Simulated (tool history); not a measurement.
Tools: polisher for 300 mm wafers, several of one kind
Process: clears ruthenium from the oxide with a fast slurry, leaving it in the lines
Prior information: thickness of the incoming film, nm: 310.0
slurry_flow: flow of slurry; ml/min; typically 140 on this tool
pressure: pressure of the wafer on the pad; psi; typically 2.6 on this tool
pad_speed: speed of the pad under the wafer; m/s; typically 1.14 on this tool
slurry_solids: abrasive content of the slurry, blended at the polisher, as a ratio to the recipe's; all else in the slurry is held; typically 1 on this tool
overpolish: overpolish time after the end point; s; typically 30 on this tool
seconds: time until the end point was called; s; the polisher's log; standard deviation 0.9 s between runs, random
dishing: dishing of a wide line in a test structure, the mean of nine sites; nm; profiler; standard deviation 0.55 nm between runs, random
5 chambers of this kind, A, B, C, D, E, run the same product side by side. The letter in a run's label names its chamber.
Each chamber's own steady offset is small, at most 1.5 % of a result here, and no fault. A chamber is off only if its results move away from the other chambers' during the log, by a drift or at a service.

run   hour  slurry_flow  pressure  pad_speed  slurry_solids  overpolish  seconds  dishing
       2.5  -- chamber A: worn pad replaced by a new one
       3.5  -- chamber A: slurry blender recalibrated
 1A    5.4          140       2.6       1.14              1          30   85.184   46.782
 2C   14.8          140       2.6       1.14              1          30    86.11   45.179
      20.6  -- chamber A: head pressure recalibrated
      22.7  -- chamber D: slurry blender recalibrated
 3B   23.7          140       2.6       1.14              1          30   83.932   47.611
 4E   33.1          140       2.6       1.14              1          30   85.359   46.634
 5D   42.1          140       2.6       1.14              1          30   85.739   46.684
      49.8  -- chamber B: slurry nozzle cleaned
 6A   51.8          140       2.6       1.34              1          14   72.163   35.147
      53.3  -- chamber A: slurry nozzle cleaned
      54.4  -- chamber C: slurry nozzle cleaned
 7E   56.4          140       2.6       1.34              1          14   72.456   33.938
      61.1  -- chamber D: worn pad replaced by a new one
 8B   61.8          140       2.6       1.34              1          14   73.132   36.168
      68.6  -- chamber E: slurry blender recalibrated
      71.1  -- chamber C: slurry blender recalibrated
 9C   71.8          140       2.6       1.34              1          14   72.981   34.905
10D   76.3          140       2.6       1.34              1          14   72.548   34.766
        83  -- chamber E: worn pad replaced by a new one
11A   83.6          140       2.6       1.14              1          30    86.01    46.36
12B   88.8          140       2.6       1.14              1          30   84.824   46.678
13E   94.3          165       2.6       1.14              1          30   85.125   47.077
14C    103          165       2.6       1.14              1          30   83.005    47.25
     103.6  -- chamber B: worn pad replaced by a new one
     109.2  -- chamber A: slurry blender recalibrated
15D  113.1          165       2.6       1.14              1          30    81.52   46.444
16B  118.6          165       2.6       1.14              1          30   81.668   47.292
17A    123          165       2.6       1.14              1          30   81.921   47.459
18E  128.4          140       2.6       1.14              1          30   85.466   46.092
     131.8  -- chamber D: slurry nozzle cleaned
19D  135.7          140       2.6       1.14           1.15          30   80.816   47.555
20C  141.3          140       2.6       1.14           1.15          30   80.683    47.29
     144.4  -- chamber C: worn pad replaced by a new one
21B  150.9          140       2.6       1.14           1.15          30   80.414   48.018
     154.9  -- chamber E: worn pad replaced by a new one
22D  158.1          140       2.6       1.14           1.15          30   80.786   46.921
     163.3  -- chamber B: slurry blender recalibrated
23A  163.3          140       2.6       1.14           1.15          30   79.367   47.682
24E    170          140       2.6       1.14              1          30   85.818    47.39
     173.3  -- chamber E: slurry nozzle cleaned
25C  177.1          140       2.6       1.14              1          30   85.296   45.566
26B  185.5          140       2.6       1.14              1          30   85.471   46.275
27A    192          140       2.6       1.14              1          30   85.623    45.53
       199  -- chamber E: slurry blender recalibrated
28C  200.1          140       2.6       1.14              1          30   87.031   46.509
     204.2  -- chamber A: worn pad replaced by a new one
     204.9  -- chamber D: worn pad replaced by a new one
29E  206.3          140       2.6       1.14              1          30   85.412   47.475
30D  214.2          140       2.6       1.14              1          30   85.086   46.608
31D  222.2          140       2.6       1.14              1          30    85.48   46.222
     222.8  -- chamber A: slurry blender recalibrated
32E  228.4          140       2.6       1.14              1          30   85.353   46.488
     231.4  -- chamber E: worn pad replaced by a new one
33C  233.2          140       2.6       1.14              1          30    87.64   45.325
     237.3  -- chamber C: slurry blender recalibrated
34B  241.7          140       2.6       1.14              1          30   86.241   46.806
35A  246.4          140       2.6       1.14              1          30   84.234   47.584
       252  -- chamber D: slurry blender recalibrated
36A  254.6          140       2.6       1.14              1          30   85.394   47.128
37D  259.3          140       2.6       1.14              1          30   85.937   46.672
38B  265.8          140       2.6       1.14              1          30   83.632    45.99
39C  270.6          140       2.6       1.14              1          30   86.734   45.268
40E  276.3          140       2.6       1.14              1          30   85.414   46.501
41D    285          140       2.6       1.14              1          30   86.232   46.543
42A  291.8          140       2.6       1.14              1          30   85.881   47.482
43C  299.2          140       2.6       1.14              1          30   85.498   46.193
44B    307          140       2.6       1.14              1          30   85.764   47.245

All chambers now run identical settings, listed one chamber a line with results as question marks. What results will each chamber show?
45A  314.2          140       2.6       1.14              1          30        ?        ?
45B  314.2          140       2.6       1.14              1          30        ?        ?
45C  314.2          140       2.6       1.14              1          30        ?        ?
45D  314.2          140       2.6       1.14              1          30        ?        ?
45E  314.2          140       2.6       1.14              1          30        ?        ?

run  seconds  dishing
45A   84.762   45.856
45B   85.431   46.804
45C   85.708   45.944
45D   85.401   47.381
45E   85.445   46.077

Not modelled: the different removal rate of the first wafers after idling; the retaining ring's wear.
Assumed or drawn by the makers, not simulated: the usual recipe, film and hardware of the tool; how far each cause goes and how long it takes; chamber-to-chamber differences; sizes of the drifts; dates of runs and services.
